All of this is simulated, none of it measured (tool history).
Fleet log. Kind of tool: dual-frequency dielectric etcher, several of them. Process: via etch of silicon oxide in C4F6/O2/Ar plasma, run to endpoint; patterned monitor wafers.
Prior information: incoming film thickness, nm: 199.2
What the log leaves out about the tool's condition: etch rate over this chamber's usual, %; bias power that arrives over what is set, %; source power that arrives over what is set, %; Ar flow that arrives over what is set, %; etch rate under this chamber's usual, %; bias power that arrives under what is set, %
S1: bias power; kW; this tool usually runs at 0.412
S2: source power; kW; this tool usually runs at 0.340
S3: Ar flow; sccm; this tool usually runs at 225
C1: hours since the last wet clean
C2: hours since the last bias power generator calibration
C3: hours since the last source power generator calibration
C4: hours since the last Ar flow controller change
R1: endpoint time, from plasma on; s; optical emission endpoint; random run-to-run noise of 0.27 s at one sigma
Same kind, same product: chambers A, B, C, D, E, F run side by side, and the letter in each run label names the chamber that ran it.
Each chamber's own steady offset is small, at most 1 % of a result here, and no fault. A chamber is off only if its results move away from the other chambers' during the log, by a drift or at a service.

{"run": "1A", "hour": 13.0, "S1": 0.412, "S2": 0.34, "S3": 225, "C1": 278.2, "C2": 489.9, "C3": 562.6, "C4": 176.2, "R1": 47.841}
{"run": "2B", "hour": 19.9, "S1": 0.412, "S2": 0.34, "S3": 225, "C1": 24.6, "C2": 2623.8, "C3": 3503.8, "C4": 4734.3, "R1": 48.274}
{"run": "3C", "hour": 30.8, "S1": 0.412, "S2": 0.34, "S3": 225, "C1": 486.5, "C2": 2314.4, "C3": 1303.9, "C4": 1174.7, "R1": 48.967}
{"run": "4E", "hour": 40.9, "S1": 0.412, "S2": 0.34, "S3": 225, "C1": 61.4, "C2": 1084.2, "C3": 2186.2, "C4": 3603.1, "R1": 48.448}
{"run": "5D", "hour": 53.9, "S1": 0.412, "S2": 0.41, "S3": 225, "C1": 293.5, "C2": 670.6, "C3": 857.2, "C4": 3097.3, "R1": 45.438}
{"hour": 66.4, "done": "chamber C: wet clean of the chamber"}
{"run": "6F", "hour": 67.8, "S1": 0.412, "S2": 0.41, "S3": 225, "C1": 98.2, "C2": 2297.8, "C3": 520.2, "C4": 2333.7, "R1": 45.199}
{"run": "7A", "hour": 81.6, "S1": 0.412, "S2": 0.41, "S3": 225, "C1": 346.8, "C2": 558.5, "C3": 631.2, "C4": 244.8, "R1": 44.973}
{"hour": 88.3, "done": "chamber F: bias power generator calibrated"}
{"run": "8E", "hour": 92.3, "S1": 0.412, "S2": 0.41, "S3": 225, "C1": 112.8, "C2": 1135.6, "C3": 2237.6, "C4": 3654.5, "R1": 45.446}
{"run": "9C", "hour": 99.6, "S1": 0.412, "S2": 0.41, "S3": 225, "C1": 33.2, "C2": 2383.2, "C3": 1372.7, "C4": 1243.5, "R1": 45.036}
{"run": "10F", "hour": 109.9, "S1": 0.412, "S2": 0.41, "S3": 225, "C1": 140.3, "C2": 21.7, "C3": 562.3, "C4": 2375.8, "R1": 45.21}
{"run": "11B", "hour": 124.5, "S1": 0.412, "S2": 0.34, "S3": 225, "C1": 129.2, "C2": 2728.4, "C3": 3608.4, "C4": 4838.9, "R1": 48.422}
{"run": "12D", "hour": 136.9, "S1": 0.412, "S2": 0.34, "S3": 225, "C1": 376.5, "C2": 753.6, "C3": 940.2, "C4": 3180.3, "R1": 48.24}
{"run": "13D", "hour": 151.8, "S1": 0.412, "S2": 0.34, "S3": 225, "C1": 391.4, "C2": 768.5, "C3": 955.1, "C4": 3195.2, "R1": 48.158}
{"run": "14F", "hour": 164.2, "S1": 0.412, "S2": 0.34, "S3": 225, "C1": 194.6, "C2": 76.0, "C3": 616.6, "C4": 2430.1, "R1": 48.317}
{"run": "15E", "hour": 172.0, "S1": 0.45, "S2": 0.34, "S3": 225, "C1": 192.5, "C2": 1215.3, "C3": 2317.3, "C4": 3734.2, "R1": 46.678}
{"run": "16B", "hour": 185.4, "S1": 0.45, "S2": 0.34, "S3": 225, "C1": 190.1, "C2": 2789.3, "C3": 3669.3, "C4": 4899.8, "R1": 46.534}
{"run": "17C", "hour": 198.9, "S1": 0.45, "S2": 0.34, "S3": 225, "C1": 132.5, "C2": 2482.5, "C3": 1472.0, "C4": 1342.8, "R1": 46.996}
{"hour": 201.4, "done": "chamber A: wet clean of the chamber"}
{"run": "18A", "hour": 212.8, "S1": 0.45, "S2": 0.34, "S3": 225, "C1": 11.5, "C2": 689.7, "C3": 762.4, "C4": 376.0, "R1": 46.527}
{"run": "19F", "hour": 220.6, "S1": 0.45, "S2": 0.34, "S3": 225, "C1": 251.0, "C2": 132.4, "C3": 673.0, "C4": 2486.5, "R1": 47.242}
{"run": "20D", "hour": 227.7, "S1": 0.45, "S2": 0.34, "S3": 225, "C1": 467.3, "C2": 844.4, "C3": 1031.0, "C4": 3271.1, "R1": 45.933}
{"run": "21A", "hour": 240.6, "S1": 0.412, "S2": 0.34, "S3": 225, "C1": 39.3, "C2": 717.5, "C3": 790.2, "C4": 403.8, "R1": 48.287}
{"run": "22E", "hour": 252.5, "S1": 0.412, "S2": 0.34, "S3": 225, "C1": 273.0, "C2": 1295.8, "C3": 2397.8, "C4": 3814.7, "R1": 49.024}
{"run": "23B", "hour": 263.0, "S1": 0.412, "S2": 0.34, "S3": 225, "C1": 267.7, "C2": 2866.9, "C3": 3746.9, "C4": 4977.4, "R1": 47.924}
{"run": "24C", "hour": 276.9, "S1": 0.412, "S2": 0.34, "S3": 225, "C1": 210.5, "C2": 2560.5, "C3": 1550.0, "C4": 1420.8, "R1": 48.542}
{"run": "25A", "hour": 284.3, "S1": 0.499, "S2": 0.36, "S3": 225, "C1": 83.0, "C2": 761.2, "C3": 833.9, "C4": 447.5, "R1": 43.951}
{"run": "26C", "hour": 291.0, "S1": 0.499, "S2": 0.36, "S3": 225, "C1": 224.6, "C2": 2574.6, "C3": 1564.1, "C4": 1434.9, "R1": 44.083}
{"hour": 292.2, "done": "chamber C: bias power generator calibrated"}
{"run": "27B", "hour": 298.9, "S1": 0.499, "S2": 0.36, "S3": 225, "C1": 303.6, "C2": 2902.8, "C3": 3782.8, "C4": 5013.3, "R1": 43.2}
{"hour": 305.6, "done": "chamber B: bias power generator calibrated"}
{"run": "28D", "hour": 310.6, "S1": 0.499, "S2": 0.36, "S3": 225, "C1": 550.2, "C2": 927.3, "C3": 1113.9, "C4": 3354.0, "R1": 42.683}
{"run": "29E", "hour": 323.5, "S1": 0.499, "S2": 0.36, "S3": 225, "C1": 344.0, "C2": 1366.8, "C3": 2468.8, "C4": 3885.7, "R1": 44.589}
{"run": "30F", "hour": 334.9, "S1": 0.499, "S2": 0.36, "S3": 225, "C1": 365.3, "C2": 246.7, "C3": 787.3, "C4": 2600.8, "R1": 44.669}
{"run": "31E", "hour": 342.8, "S1": 0.412, "S2": 0.34, "S3": 225, "C1": 363.3, "C2": 1386.1, "C3": 2488.1, "C4": 3905.0, "R1": 49.186}
{"run": "32C", "hour": 352.9, "S1": 0.461, "S2": 0.34, "S3": 225, "C1": 286.5, "C2": 60.7, "C3": 1626.0, "C4": 1496.8, "R1": 47.049}
{"run": "33F", "hour": 364.7, "S1": 0.461, "S2": 0.34, "S3": 225, "C1": 395.1, "C2": 276.5, "C3": 817.1, "C4": 2630.6, "R1": 46.591}
{"run": "34B", "hour": 378.2, "S1": 0.461, "S2": 0.34, "S3": 225, "C1": 382.9, "C2": 72.7, "C3": 3862.1, "C4": 5092.6, "R1": 46.345}
{"run": "35D", "hour": 392.3, "S1": 0.461, "S2": 0.34, "S3": 225, "C1": 631.9, "C2": 1009.0, "C3": 1195.6, "C4": 3435.7, "R1": 44.683}
{"run": "36A", "hour": 403.7, "S1": 0.461, "S2": 0.34, "S3": 225, "C1": 202.4, "C2": 880.6, "C3": 953.3, "C4": 566.9, "R1": 46.362}
{"run": "37A", "hour": 413.3, "S1": 0.461, "S2": 0.34, "S3": 225, "C1": 212.0, "C2": 890.2, "C3": 962.9, "C4": 576.5, "R1": 46.271}
{"run": "38B", "hour": 421.8, "S1": 0.412, "S2": 0.34, "S3": 225, "C1": 426.5, "C2": 116.3, "C3": 3905.7, "C4": 5136.2, "R1": 47.607}
{"run": "39F", "hour": 430.8, "S1": 0.412, "S2": 0.34, "S3": 225, "C1": 461.2, "C2": 342.6, "C3": 883.2, "C4": 2696.7, "R1": 48.582}
{"run": "40D", "hour": 438.2, "S1": 0.412, "S2": 0.34, "S3": 225, "C1": 677.8, "C2": 1054.9, "C3": 1241.5, "C4": 3481.6, "R1": 46.098}
{"run": "41E", "hour": 449.3, "S1": 0.412, "S2": 0.34, "S3": 225, "C1": 469.8, "C2": 1492.6, "C3": 2594.6, "C4": 4011.5, "R1": 48.662}

Has any chamber moved away from the others, gradually or after a service, or does the common gauge drift, or do the chambers differ only by their own small steady offsets? State the chamber and the most likely cause if one applies.

It is chamber D that slowly wanders off from its peers.
Most likely cause: etch rate over this chamber's usual, % = 4.58.

Below are 4 candidate recipes for chamber D's next run, each the usual settings with a change, their results shown as question marks. Which of them brings D's results back in line with what the other chambers give on the usual settings?
To be in line, a result may differ from the other chambers' mean on the usual settings by at most: R1 0.950 s
{"run": "42D-1", "hour": 460.0, "S1": 0.358, "S2": 0.34, "S3": 225, "R1": "?"}
{"run": "42D-2", "hour": 460.0, "S1": 0.412, "S2": 0.35, "S3": 223, "R1": "?"}
{"run": "42D-3", "hour": 460.0, "S1": 0.405, "S2": 0.33, "S3": 226, "R1": "?"}
{"run": "42D-4", "hour": 460.0, "S1": 0.412, "S2": 0.38, "S3": 225, "R1": "?"}

Mean of the other chambers on the usual settings: R1 48.446 s
run=42D-1 R1=48.658
run=42D-2 R1=45.714
run=42D-3 R1=47.098
run=42D-4 R1=44.368
The answer is 42D-1, which returns the chamber to within the allowed miss of the others.
